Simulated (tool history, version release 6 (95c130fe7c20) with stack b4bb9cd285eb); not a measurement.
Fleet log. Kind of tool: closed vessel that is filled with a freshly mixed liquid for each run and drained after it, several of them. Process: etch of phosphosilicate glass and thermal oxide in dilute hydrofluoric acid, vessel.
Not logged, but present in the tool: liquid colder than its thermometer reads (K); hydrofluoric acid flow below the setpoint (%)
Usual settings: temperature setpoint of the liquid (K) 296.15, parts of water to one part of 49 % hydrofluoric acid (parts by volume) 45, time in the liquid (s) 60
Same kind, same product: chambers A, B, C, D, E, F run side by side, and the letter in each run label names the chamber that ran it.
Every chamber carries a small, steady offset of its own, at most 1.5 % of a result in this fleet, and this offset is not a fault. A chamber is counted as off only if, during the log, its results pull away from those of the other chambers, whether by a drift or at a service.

run   hour  temperature setpoint of the liquid (K)  parts of water to one part of 49 % hydrofluoric acid (parts by volume)  time in the liquid (s)  hours since the thermometer was replaced  hours since the hydrofluoric acid flow meter was replaced  read-back film thickness of the phosphosilicate glass reference wafer, read on the same gauge (nm)  read-back film thickness of the thermal oxide reference wafer, read on the same gauge (nm)  thickness taken off the phosphosilicate glass on a monitor wafer (angstrom)  thickness taken off the thermal oxide on a monitor wafer (angstrom)
 1C    7.7                                  296.15                                                                      45                      60                                      96.7                                                       1152                                                                                              130.04                                                                                         140                                                                       2778.2                                                               64.644
 2F   18.6                                  296.15                                                                      45                      60                                    1049.1                                                     1394.1                                                                                                 130                                                                                      140.03                                                                       2751.8                                                               65.356
 3A   27.2                                  296.15                                                                      45                      60                                     574.3                                                     1211.8                                                                                              130.03                                                                                      140.03                                                                       2724.2                                                               64.566
 4E   38.1                                  296.15                                                                      45                      60                                    1161.1                                                        617                                                                                              130.03                                                                                      139.98                                                                       2728.6                                                               64.274
      39.4  -- chamber A: hydrofluoric acid flow meter replaced
 5B   51.3                                  296.15                                                                      60                      30                                    2125.4                                                      870.3                                                                                              130.01                                                                                      139.99                                                                       1021.5                                                               23.792
 6D   63.5                                  296.15                                                                      60                      30                                     444.9                                                      315.9                                                                                              130.02                                                                                         140                                                                       1005.5                                                               23.366
 7A   76.5                                  296.15                                                                      60                      30                                     623.6                                                       37.1                                                                                              129.98                                                                                      140.01                                                                       1011.1                                                               23.829
 8B   84.6                                  296.15                                                                      60                      30                                    2158.7                                                      903.6                                                                                              130.04                                                                                      139.99                                                                       1015.5                                                               23.896
 9F   94.5                                  296.15                                                                      60                      30                                      1125                                                       1470                                                                                              129.97                                                                                      139.98                                                                       1011.5                                                               23.689
10D  104.6                                  296.15                                                                      60                      30                                       486                                                        357                                                                                              129.99                                                                                      139.99                                                                       1003.2                                                                23.77
11C  111.9                                  296.15                                                                      45                      60                                     200.9                                                     1256.2                                                                                              130.06                                                                                      140.02                                                                       2766.1                                                               63.948
     113.9  -- chamber E: hydrofluoric acid flow meter replaced
12E  120.9                                  296.15                                                                      45                      60                                    1243.9                                                        7.1                                                                                              130.02                                                                                      139.98                                                                       2721.3                                                               64.468
13C  132.7                                  296.15                                                                      45                      60                                     221.7                                                       1277                                                                                              130.02                                                                                      140.03                                                                       2769.8                                                               63.804
14A  138.6                                  296.15                                                                      45                      60                                     685.7                                                       99.2                                                                                              129.98                                                                                         140                                                                       2755.2                                                               65.162
15D  145.8                                  296.15                                                                      45                      60                                     527.2                                                      398.2                                                                                                 130                                                                                      140.01                                                                       2729.9                                                               63.553
16F  156.7                                  296.15                                                                      45                      60                                    1187.2                                                     1532.2                                                                                              130.04                                                                                      140.01                                                                       2751.2                                                               64.107
17E  166.5                                  296.15                                                                      45                      60                                    1289.5                                                       52.7                                                                                              130.02                                                                                      140.01                                                                       2727.6                                                               64.556
18B  177.5                                  296.15                                                                      45                      60                                    2251.6                                                      996.5                                                                                              129.98                                                                                         140                                                                       2775.7                                                               64.728
19E  188.2                                  296.15                                                                      45                      60                                    1311.2                                                       74.4                                                                                              130.02                                                                                      139.98                                                                       2751.5                                                               64.501
     191.1  -- chamber B: thermometer replaced
20C  194.8                                  296.15                                                                      45                      60                                     283.8                                                     1339.1                                                                                                 130                                                                                      140.03                                                                       2780.2                                                               64.078
21F  207.4                                  296.15                                                                      45                      60                                    1237.9                                                     1582.9                                                                                              130.03                                                                                      139.98                                                                       2765.3                                                               64.887
22B  217.5                                  296.15                                                                      30                      60                                      26.5                                                     1036.5                                                                                              129.96                                                                                      139.98                                                                       4270.2                                                               99.579
23D  225.2                                  296.15                                                                      30                      60                                     606.6                                                      477.6                                                                                              130.03                                                                                      139.99                                                                       4178.9                                                               98.595
24A  237.1                                  296.15                                                                      30                      60                                     784.2                                                      197.7                                                                                              130.01                                                                                      139.96                                                                       4189.7                                                               98.774
25D  249.5                                  296.15                                                                      30                      60                                     630.9                                                      501.9                                                                                              129.95                                                                                      139.99                                                                         4181                                                               99.928
26F  259.4                                  296.15                                                                      30                      60                                    1289.9                                                     1634.9                                                                                              130.01                                                                                      139.99                                                                       4164.9                                                               98.286
27C  272.7                                  296.15                                                                      30                      60                                     361.7                                                       1417                                                                                              129.96                                                                                         140                                                                       4202.4                                                               98.496
28A  281.6                                  296.15                                                                      45                      60                                     828.7                                                      242.2                                                                                              130.06                                                                                      139.98                                                                       2754.8                                                               64.716
29E    294                                  296.15                                                                      45                      60                                      1417                                                      180.2                                                                                                 130                                                                                      140.01                                                                       2750.4                                                               64.448
30B  306.2                                  296.15                                                                      45                      60                                     115.2                                                     1125.2                                                                                              130.03                                                                                         140                                                                       2756.6                                                                64.56
31C  312.5                                  296.15                                                                      45                      60                                     401.5                                                     1456.8                                                                                              129.97                                                                                      140.03                                                                       2749.6                                                               64.898
32F  325.8                                  296.15                                                                      45                      60                                    1356.3                                                     1701.3                                                                                              130.04                                                                                         140                                                                       2709.4                                                               63.921
33A    332                                  296.15                                                                      45                      60                                     879.1                                                      292.6                                                                                              130.03                                                                                      139.98                                                                       2746.5                                                               64.009
     334.3  -- chamber A: thermometer replaced
34B  339.4                                  296.15                                                                      45                      60                                     148.4                                                     1158.4                                                                                                 130                                                                                         140                                                                       2779.6                                                               64.509
35E  346.8                                  296.15                                                                      45                      60                                    1469.8                                                        233                                                                                              130.01                                                                                         140                                                                       2740.8                                                               63.907
36D  354.2                                  296.15                                                                      45                      60                                     735.6                                                      606.6                                                                                                 130                                                                                      140.01                                                                       2722.7                                                               64.701
37C  362.6                                  296.15                                                                      45                      60                                     451.6                                                     1506.9                                                                                                 130                                                                                      139.99                                                                       2758.8                                                               64.214
38D  374.4                                  296.15                                                                      45                      60                                     755.8                                                      626.8                                                                                              130.01                                                                                      140.02                                                                       2684.4                                                               65.345
39A    382                                  296.15                                                                      45                      70                                      47.7                                                      342.6                                                                                                 130                                                                                      140.01                                                                       3165.3                                                               74.794
40E  394.2                                  296.15                                                                      45                      70                                    1517.2                                                      280.4                                                                                              130.04                                                                                         140                                                                       3227.3                                                               75.456

All chambers now run identical settings, listed one chamber a line with results as question marks. What results will each chamber show?
41A  403.7                                  296.15                                                                      45                      75                                                                                                                                                                                                                                                                                                                                                                                 ?                                                                    ?
41B  403.7                                  296.15                                                                      45                      75                                                                                                                                                                                                                                                                                                                                                                                 ?                                                                    ?
41C  403.7                                  296.15                                                                      45                      75                                                                                                                                                                                                                                                                                                                                                                                 ?                                                                    ?
41D  403.7                                  296.15                                                                      45                      75                                                                                                                                                                                                                                                                                                                                                                                 ?                                                                    ?
41E  403.7                                  296.15                                                                      45                      75                                                                                                                                                                                                                                                                                                                                                                                 ?                                                                    ?
41F  403.7                                  296.15                                                                      45                      75                                                                                                                                                                                                                                                                                                                                                                                 ?                                                                    ?

run  thickness taken off the phosphosilicate glass on a monitor wafer (angstrom)  thickness taken off the thermal oxide on a monitor wafer (angstrom)
41A                                                                       3420.6                                                               80.589
41B                                                                       3474.6                                                               81.166
41C                                                                       3418.4                                                               79.786
41D                                                                       3448.5                                                               81.442
41E                                                                         3411                                                               80.172
41F                                                                       3448.7                                                               80.224
